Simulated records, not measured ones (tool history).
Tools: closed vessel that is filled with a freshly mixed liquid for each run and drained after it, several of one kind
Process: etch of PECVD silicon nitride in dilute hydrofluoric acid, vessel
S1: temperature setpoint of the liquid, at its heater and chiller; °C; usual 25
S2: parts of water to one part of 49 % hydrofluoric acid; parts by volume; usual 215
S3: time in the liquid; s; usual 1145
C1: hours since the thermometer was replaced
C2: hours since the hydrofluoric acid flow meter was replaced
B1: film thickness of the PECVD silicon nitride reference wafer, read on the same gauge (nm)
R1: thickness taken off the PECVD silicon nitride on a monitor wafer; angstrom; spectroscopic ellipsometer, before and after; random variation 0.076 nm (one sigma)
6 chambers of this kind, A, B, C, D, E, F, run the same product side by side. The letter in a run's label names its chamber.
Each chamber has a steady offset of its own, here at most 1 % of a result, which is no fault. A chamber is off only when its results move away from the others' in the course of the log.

run   hour    S1   S2    S3      C1      C2      B1      R1
 1E   13.3    25  215  1145   422.9   321.8  139.99  142.95
 2B   25.6    25  215  1145   532.6    1071  139.95  142.86
 3F   36.5    25  215  1145   641.7   379.6  140.04   142.8
 4A   51.1    25  215  1145  1387.1   979.7  139.99  143.36
 5D   63.7    25  215  1145   579.5   591.9     140  143.27
 6C   79.2    25  215  1145   959.2   400.6  139.97  143.09
 7D   90.6    25  135  1145   606.4   618.8     140  228.11
 8E  100.6    25  135  1145   510.2   409.1     140  228.79
 9A    116    25  135  1145    1452  1044.6  140.04  230.98
       119  -- chamber F: hydrofluoric acid flow meter replaced
10F  123.6    25  135  1145   728.8     4.7  139.95  225.61
11B  134.2    25  135  1145   641.2  1179.6  139.97  223.54
12C  142.5    25  135  1145  1022.5   463.9  139.94  228.84
     152.5  -- chamber D: hydrofluoric acid flow meter replaced
13E  153.5    25  215  1145   563.1     462  140.02  142.93
14D  167.3    25  135   710   683.1    14.9  139.99  141.51
15C  182.6    25  135   710  1062.6     504  140.04  139.85
16F  193.4    25  135   710   798.6    74.5     140  139.77
17A  203.8    25  135   710  1539.8  1132.4  139.97  143.43
     209.4  -- chamber B: thermometer replaced
     209.5  -- chamber E: thermometer replaced
18B  211.8    25  135   710     2.4  1257.2  139.96  140.25
19A  220.9    25  135   710  1556.9  1149.5  139.97  144.11
20C  235.7    25  215  1145  1115.7   557.1  139.99  144.04
21D  244.8    25  215  1145   760.6    92.4     140   142.8
22E  252.2    25  215  1145    42.8   560.7  140.02  143.86
23F  265.5    25  215  1145   870.7   146.6  139.97  141.93
24B  280.1  28.5  215  1535    70.7  1325.5     140  235.77
25C  292.2  28.5  215  1535  1172.2   613.6  140.02  239.15
26F  303.8  28.5  215  1535     909   184.9  139.98  237.37
27B  313.8  28.5  215  1535   104.4  1359.2  139.97  234.21
28D  323.8  28.5  215  1535   839.6   171.4  140.06  238.44
29E    338  28.5  215  1535   128.6   646.5  139.95  238.28
30A  350.4    25  145  1765  1686.4    1279  139.99   331.6
31C  359.8    25  145  1765  1239.8   681.2  139.97  325.41
32B    371    25  145  1765   161.6  1416.4  140.01  325.44
33F  377.8    25  145  1765     983   258.9  139.97  326.67
34D  391.4    25  145  1765   907.2     239  139.96  329.51
35A  402.6    25  145  1765  1738.6  1331.2  139.99  329.59
36E  414.3    25  215  1145   204.9   722.8  140.01  142.99

Next, every chamber runs the same settings. What will each give?
37A  425.5  25  215  1145               ?
37B  425.5  25  215  1145               ?
37C  425.5  25  215  1145               ?
37D  425.5  25  215  1145               ?
37E  425.5  25  215  1145               ?
37F  425.5  25  215  1145               ?

run      R1
37A  144.58
37B  142.28
37C  143.96
37D  143.34
37E  144.39
37F  142.81
